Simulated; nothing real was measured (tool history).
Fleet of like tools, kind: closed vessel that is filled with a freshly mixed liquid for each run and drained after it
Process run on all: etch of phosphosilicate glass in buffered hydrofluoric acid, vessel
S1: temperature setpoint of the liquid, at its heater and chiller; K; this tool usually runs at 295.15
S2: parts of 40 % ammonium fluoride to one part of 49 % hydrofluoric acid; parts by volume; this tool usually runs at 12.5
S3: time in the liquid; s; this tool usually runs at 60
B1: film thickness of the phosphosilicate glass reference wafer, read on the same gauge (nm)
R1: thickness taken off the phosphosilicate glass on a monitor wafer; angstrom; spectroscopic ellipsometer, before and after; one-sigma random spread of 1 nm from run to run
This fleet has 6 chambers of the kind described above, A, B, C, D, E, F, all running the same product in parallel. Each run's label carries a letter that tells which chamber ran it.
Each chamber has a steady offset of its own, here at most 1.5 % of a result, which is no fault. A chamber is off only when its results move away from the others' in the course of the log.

run,hour,S1,S2,S3,B1,R1
1D,6.2,295.15,12.5,60,90.02,1718.7
2A,16,295.15,12.5,60,89.965,1741.3
3F,22.5,295.15,12.5,60,89.982,1730.4
4E,28,295.15,12.5,60,89.991,1740.4
# hour 31.9: chamber D: hydrofluoric acid flow meter replaced
5C,37.8,295.15,12.5,60,90.022,1726.3
# hour 45.9: chamber D: thermometer replaced
6B,46,295.15,12.5,60,90.02,1714.2
7A,52.6,295.15,12.5,60,89.979,1742.4
8C,57.7,295.15,12.5,60,90.003,1708.2
9B,62.4,295.15,12.5,60,89.969,1731.3
10D,67.1,295.15,12.5,40,90.019,1144.1
11E,77.6,295.15,12.5,40,90.003,1168.2
12F,87.8,295.15,12.5,40,90.022,1159
13C,92.8,295.15,12.5,40,89.992,1161.5
14A,102.6,295.15,12.5,40,89.996,1148.5
15E,108.7,295.15,12.5,40,89.988,1150.2
16F,115.1,295.15,12.5,60,90.036,1739.7
17B,121.6,295.15,12.5,60,89.964,1714.3
18D,129,295.15,12.5,60,90.009,1742.1
19E,136.5,293.15,12.5,60,90.011,1562.8
20A,144.3,293.15,12.5,60,90.009,1567.3
21C,154.2,293.15,12.5,60,90.012,1553.3
22D,159.8,293.15,12.5,60,90.04,1552.8
23F,165.8,293.15,12.5,60,90.002,1544.4
24B,170.5,293.15,12.5,60,90.039,1536.2
25E,179.5,295.15,12.5,60,90.019,1741.9
26A,189,295.15,12.5,60,89.974,1732.1
27F,194.8,295.15,12.5,60,89.979,1734.7
28B,200.4,295.15,12.5,60,89.981,1709.8
# hour 201.4: chamber F: thermometer replaced
29C,208.6,295.15,12.5,60,89.963,1719.3
30D,217.9,295.15,12.5,60,90.01,1708.4
31E,225.4,295.15,12.5,35,90.05,1022.6
32C,230.6,295.15,12.5,35,89.985,1007.1
33F,235.4,295.15,12.5,35,90.025,1008.6
34D,241.4,295.15,12.5,35,90.043,1005.2
35B,246,295.15,12.5,35,89.989,994.7
36A,251.2,295.15,12.5,35,89.953,1021.7
37D,257.1,295.15,12.5,60,90.004,1728.2
38B,264.5,295.15,12.5,60,89.982,1712.8
39E,270.6,295.15,12.5,60,89.981,1737.4
40C,276.1,295.15,12.5,60,89.998,1736.1
41A,281.4,295.15,12.5,60,89.986,1741.1
42F,287.2,295.15,12.5,60,90.02,1744
43F,296,295.15,12.5,60,89.995,1726.1

Does one chamber stand apart from the rest, does the shared gauge drift, or is all well apart from small per-chamber offsets? Give the chamber and the most likely cause, where there is one.

Nothing is wrong: each chamber keeps only its own small, steady offset and the gauge holds still.
